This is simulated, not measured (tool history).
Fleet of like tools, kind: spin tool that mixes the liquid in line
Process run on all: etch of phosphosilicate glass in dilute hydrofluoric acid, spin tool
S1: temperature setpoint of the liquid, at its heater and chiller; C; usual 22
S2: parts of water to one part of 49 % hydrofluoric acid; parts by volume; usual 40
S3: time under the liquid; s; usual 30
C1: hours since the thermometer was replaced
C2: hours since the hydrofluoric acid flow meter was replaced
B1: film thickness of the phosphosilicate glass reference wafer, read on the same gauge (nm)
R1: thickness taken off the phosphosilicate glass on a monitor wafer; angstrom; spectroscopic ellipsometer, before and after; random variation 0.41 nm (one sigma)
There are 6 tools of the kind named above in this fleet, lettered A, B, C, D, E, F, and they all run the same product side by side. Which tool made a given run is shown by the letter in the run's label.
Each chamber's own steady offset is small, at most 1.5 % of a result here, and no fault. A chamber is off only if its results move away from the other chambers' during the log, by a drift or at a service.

run,day,S1,S2,S3,C1,C2,B1,R1
# day 0.121: chamber F: thermometer replaced
1F,0.467,22,40,30,8.4,1569.9,69.986,513.89
2E,0.75,22,40,30,738.4,1747.8,69.976,509.01
3B,1.238,22,40,30,1048.2,793.9,69.996,518.09
# day 1.479: chamber E: thermometer replaced
4C,1.712,22,40,30,846.5,795.3,69.991,512.84
5A,2.2,22,40,30,1158.1,198.4,69.987,504.08
6D,2.567,22,40,30,622.6,987,70.006,516.48
7A,2.792,22,40,30,1172.3,212.6,70.017,501.05
8E,3.038,22,40,30,37.5,1802.7,69.991,509.16
9F,3.383,22,40,30,78.4,1639.9,70.002,516.29
10B,3.621,22,60,30,1105.4,851.1,70,337.18
11D,3.958,22,60,30,656,1020.4,70.023,328.69
12C,4.375,22,60,30,910.4,859.2,69.966,332.16
# day 4.796: chamber F: hydrofluoric acid flow meter replaced
13F,4.862,22,60,30,113.9,1.6,70.005,330.9
14C,5.308,22,60,30,932.8,881.6,70.001,334.58
15D,5.667,22,60,30,697,1061.4,69.988,330.2
16E,6.067,22,40,30,110.2,1875.4,69.981,510.97
17B,6.467,22,40,30,1173.7,919.4,70.004,521.68
18A,6.779,22,40,30,1268,308.3,69.976,500.13
19D,7.146,22,40,30,732.5,1096.9,70.017,519.06
20F,7.429,22,40,30,175.5,63.2,69.976,509.52
21C,7.646,22,40,30,988.9,937.7,69.971,514.88
22A,7.971,22,40,30,1296.6,336.9,69.97,503.94
23E,8.288,22,40,30,163.5,1928.7,69.943,505.71
24B,8.746,22,40,30,1228.4,974.1,69.964,517.48
25A,9.212,22,40,30,1326.4,366.7,70.031,502.94
# day 9.379: chamber A: hydrofluoric acid flow meter replaced
26C,9.454,22,40,30,1032.3,981.1,70.036,510.45
27B,9.871,22,40,30,1255.4,1001.1,69.974,515.14
28D,10.129,22,40,30,804.1,1168.5,69.962,509.6
29F,10.362,22,40,30,245.9,133.6,70.009,520.28
30E,10.729,22,40,30,222.1,1987.3,70.011,516.53
31C,11,22,40,30,1069.4,1018.2,69.983,511.36
32A,11.458,22,40,30,1380.3,49.9,70.002,502.44
33D,11.679,22,40,30,841.3,1205.7,69.999,515.09
34B,12.171,22,40,30,1310.6,1056.3,70.025,516.22
35F,12.404,22,40,30,294.9,182.6,70.007,506.94
36E,12.696,22,40,30,269.3,2034.5,69.977,511.37
37E,12.946,22,40,30,275.3,2040.5,69.994,507.63
38A,13.371,22,45,40,1426.2,95.8,69.981,601.02

Is one chamber out of step, is the gauge drifting, or do the chambers differ by no more than their own small offsets? For an off chamber, give its letter and the likeliest cause.

All chambers stay in line apart from their small fixed offsets, and the gauge does not drift.
